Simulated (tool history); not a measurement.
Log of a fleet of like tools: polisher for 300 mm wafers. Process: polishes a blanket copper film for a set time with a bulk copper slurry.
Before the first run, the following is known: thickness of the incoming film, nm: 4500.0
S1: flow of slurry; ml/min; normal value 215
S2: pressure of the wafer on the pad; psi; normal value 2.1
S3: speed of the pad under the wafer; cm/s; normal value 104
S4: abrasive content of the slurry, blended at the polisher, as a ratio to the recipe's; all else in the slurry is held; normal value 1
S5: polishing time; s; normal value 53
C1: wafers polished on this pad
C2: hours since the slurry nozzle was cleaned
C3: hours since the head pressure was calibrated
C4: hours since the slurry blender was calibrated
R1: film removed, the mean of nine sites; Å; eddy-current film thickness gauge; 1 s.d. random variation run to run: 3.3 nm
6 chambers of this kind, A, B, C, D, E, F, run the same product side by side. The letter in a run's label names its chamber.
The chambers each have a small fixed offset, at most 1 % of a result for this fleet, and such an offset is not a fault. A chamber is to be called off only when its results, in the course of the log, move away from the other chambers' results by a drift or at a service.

run 1B hour=4 | S1=215 S2=2.1 S3=104 S4=1 S5=53 | C1=646 C2=455.1 C3=1069.8 C4=13.6 | R1=3987.8
run 2C hour=10 | S1=215 S2=2.1 S3=104 S4=1 S5=53 | C1=605 C2=128.1 C3=34.2 C4=281.8 | R1=3939.3
run 3E hour=15.6 | S1=215 S2=2.1 S3=104 S4=1 S5=53 | C1=525 C2=586.4 C3=175.4 C4=348.4 | R1=4021.2
-- hour=21.1 chamber D: worn pad replaced by a new one
run 4F hour=22.6 | S1=215 S2=2.1 S3=104 S4=1 S5=53 | C1=304 C2=372.3 C3=537.2 C4=89.3 | R1=3950.3
run 5A hour=27.6 | S1=215 S2=2.1 S3=104 S4=1 S5=53 | C1=385 C2=77.8 C3=223.6 C4=360.5 | R1=3978
-- hour=33.6 chamber B: worn pad replaced by a new one
run 6D hour=33.9 | S1=215 S2=2.1 S3=104 S4=1 S5=53 | C1=122 C2=290.6 C3=480.2 C4=324.6 | R1=4013.9
run 7E hour=40.6 | S1=215 S2=2.1 S3=104 S4=1 S5=53 | C1=765 C2=611.4 C3=200.4 C4=373.4 | R1=3988.1
run 8B hour=47.1 | S1=215 S2=2.1 S3=104 S4=1 S5=53 | C1=129 C2=498.2 C3=1112.9 C4=56.7 | R1=4010.8
-- hour=48.3 chamber F: worn pad replaced by a new one
run 9A hour=52.7 | S1=215 S2=2.1 S3=104 S4=1 S5=53 | C1=626 C2=102.9 C3=248.7 C4=385.6 | R1=4032.2
-- hour=56.4 chamber A: slurry blender recalibrated
run 10C hour=58.8 | S1=215 S2=2.1 S3=104 S4=1 S5=53 | C1=1073 C2=176.9 C3=83 C4=330.6 | R1=4010.1
run 11F hour=65.2 | S1=215 S2=2.1 S3=104 S4=1 S5=53 | C1=162 C2=414.9 C3=579.8 C4=131.9 | R1=3940.7
-- hour=67.7 chamber E: worn pad replaced by a new one
run 12D hour=72.7 | S1=215 S2=2.1 S3=104 S4=1 S5=53 | C1=495 C2=329.4 C3=519 C4=363.4 | R1=3982.6
run 13F hour=79.6 | S1=215 S2=2.1 S3=104 S4=1 S5=53 | C1=301 C2=429.3 C3=594.2 C4=146.3 | R1=3973.6
-- hour=85.9 chamber E: slurry blender recalibrated
run 14D hour=86.9 | S1=215 S2=2.1 S3=104 S4=1 S5=53 | C1=631 C2=343.6 C3=533.2 C4=377.6 | R1=3956.7
-- hour=87.1 chamber F: slurry blender recalibrated
-- hour=88 chamber B: head pressure recalibrated
-- hour=89.9 chamber A: worn pad replaced by a new one
run 15E hour=91.1 | S1=215 S2=2.1 S3=104 S4=1 S5=53 | C1=225 C2=661.9 C3=250.9 C4=5.2 | R1=4048.8
-- hour=93.2 chamber D: slurry blender recalibrated
run 16C hour=96.1 | S1=215 S2=2.1 S3=104 S4=1 S5=53 | C1=1431 C2=214.2 C3=120.3 C4=367.9 | R1=4016.4
-- hour=97.7 chamber D: worn pad replaced by a new one
run 17B hour=101.4 | S1=215 S2=2.1 S3=104 S4=1 S5=53 | C1=650 C2=552.5 C3=13.4 C4=111 | R1=3977.5
-- hour=105.2 chamber F: worn pad replaced by a new one
run 18A hour=105.7 | S1=215 S2=2.1 S3=104 S4=1 S5=53 | C1=151 C2=155.9 C3=301.7 C4=49.4 | R1=3986.1
run 19E hour=109.8 | S1=215 S2=2.1 S3=104 S4=1 S5=53 | C1=404 C2=680.6 C3=269.6 C4=23.9 | R1=4073.4
-- hour=113.4 chamber C: worn pad replaced by a new one
run 20A hour=115.7 | S1=215 S2=2.1 S3=104 S4=1 S5=53 | C1=247 C2=165.9 C3=311.7 C4=59.4 | R1=4081.2
run 21D hour=120.2 | S1=215 S2=2.1 S3=104 S4=1 S5=39 | C1=215 C2=376.9 C3=566.5 C4=27.1 | R1=2856.5
-- hour=124 chamber B: worn pad replaced by a new one
run 22F hour=128.4 | S1=215 S2=2.1 S3=104 S4=1 S5=39 | C1=223 C2=478.1 C3=643 C4=41.4 | R1=2886.9
run 23B hour=135.7 | S1=215 S2=2.1 S3=104 S4=1 S5=39 | C1=112 C2=586.8 C3=47.7 C4=145.3 | R1=2903.1
-- hour=138.8 chamber E: head pressure recalibrated
run 24C hour=140.4 | S1=215 S2=2.1 S3=104 S4=1 S5=39 | C1=259 C2=258.5 C3=164.6 C4=412.2 | R1=2950.2
-- hour=148.6 chamber B: slurry blender recalibrated
run 25E hour=148.7 | S1=215 S2=2.1 S3=104 S4=1 S5=39 | C1=777 C2=719.5 C3=9.9 C4=62.8 | R1=2976.8
run 26C hour=154.1 | S1=215 S2=2.1 S3=104 S4=1 S5=39 | C1=390 C2=272.2 C3=178.3 C4=425.9 | R1=2984.1
-- hour=161.8 chamber F: worn pad replaced by a new one
run 27A hour=162.1 | S1=215 S2=2.1 S3=104 S4=1 S5=53 | C1=692 C2=212.3 C3=358.1 C4=105.8 | R1=3981.2
-- hour=162.2 chamber C: slurry blender recalibrated
run 28F hour=169 | S1=215 S2=2.1 S3=104 S4=1 S5=53 | C1=69 C2=518.7 C3=683.6 C4=82 | R1=3961.3
-- hour=173.3 chamber D: head pressure recalibrated
run 29D hour=174 | S1=215 S2=2.1 S3=104 S4=1 S5=53 | C1=732 C2=430.7 C3=0.7 C4=80.9 | R1=3873.6
-- hour=179.5 chamber D: worn pad replaced by a new one
run 30B hour=179.8 | S1=215 S2=1.7 S3=104 S4=1 S5=53 | C1=535 C2=630.9 C3=91.8 C4=31.3 | R1=3215.4
-- hour=183.8 chamber A: worn pad replaced by a new one
-- hour=183.9 chamber E: worn pad replaced by a new one
run 31A hour=186.1 | S1=215 S2=1.7 S3=104 S4=1 S5=53 | C1=22 C2=236.3 C3=382.1 C4=129.8 | R1=3235.2
run 32C hour=192.2 | S1=215 S2=1.7 S3=104 S4=1 S5=53 | C1=756 C2=310.3 C3=216.4 C4=30.1 | R1=3281.2
run 33D hour=199.2 | S1=215 S2=1.7 S3=104 S4=1 S5=53 | C1=189 C2=455.9 C3=25.9 C4=106.1 | R1=3161.3
run 34B hour=206.2 | S1=215 S2=1.7 S3=104 S4=1 S5=53 | C1=788 C2=657.3 C3=118.2 C4=57.7 | R1=3282.8
run 35F hour=212 | S1=215 S2=1.7 S3=104 S4=1 S5=53 | C1=482 C2=561.7 C3=726.6 C4=125 | R1=3184.3
run 36E hour=216 | S1=215 S2=2.1 S3=104 S4=1 S5=53 | C1=308 C2=786.8 C3=77.2 C4=130.1 | R1=4003.7

For the next run the whole fleet of 6 chambers uses the same settings. Give each chamber's results:
run 37A hour=222 | S1=180 S2=2.1 S3=104 S4=1 S5=53 | R1=?
run 37B hour=222 | S1=180 S2=2.1 S3=104 S4=1 S5=53 | R1=?
run 37C hour=222 | S1=180 S2=2.1 S3=104 S4=1 S5=53 | R1=?
run 37D hour=222 | S1=180 S2=2.1 S3=104 S4=1 S5=53 | R1=?
run 37E hour=222 | S1=180 S2=2.1 S3=104 S4=1 S5=53 | R1=?
run 37F hour=222 | S1=180 S2=2.1 S3=104 S4=1 S5=53 | R1=?

run=37A R1=3836.7
run=37B R1=3894.2
run=37C R1=3921.6
run=37D R1=3742.6
run=37E R1=3959.8
run=37F R1=3848.2
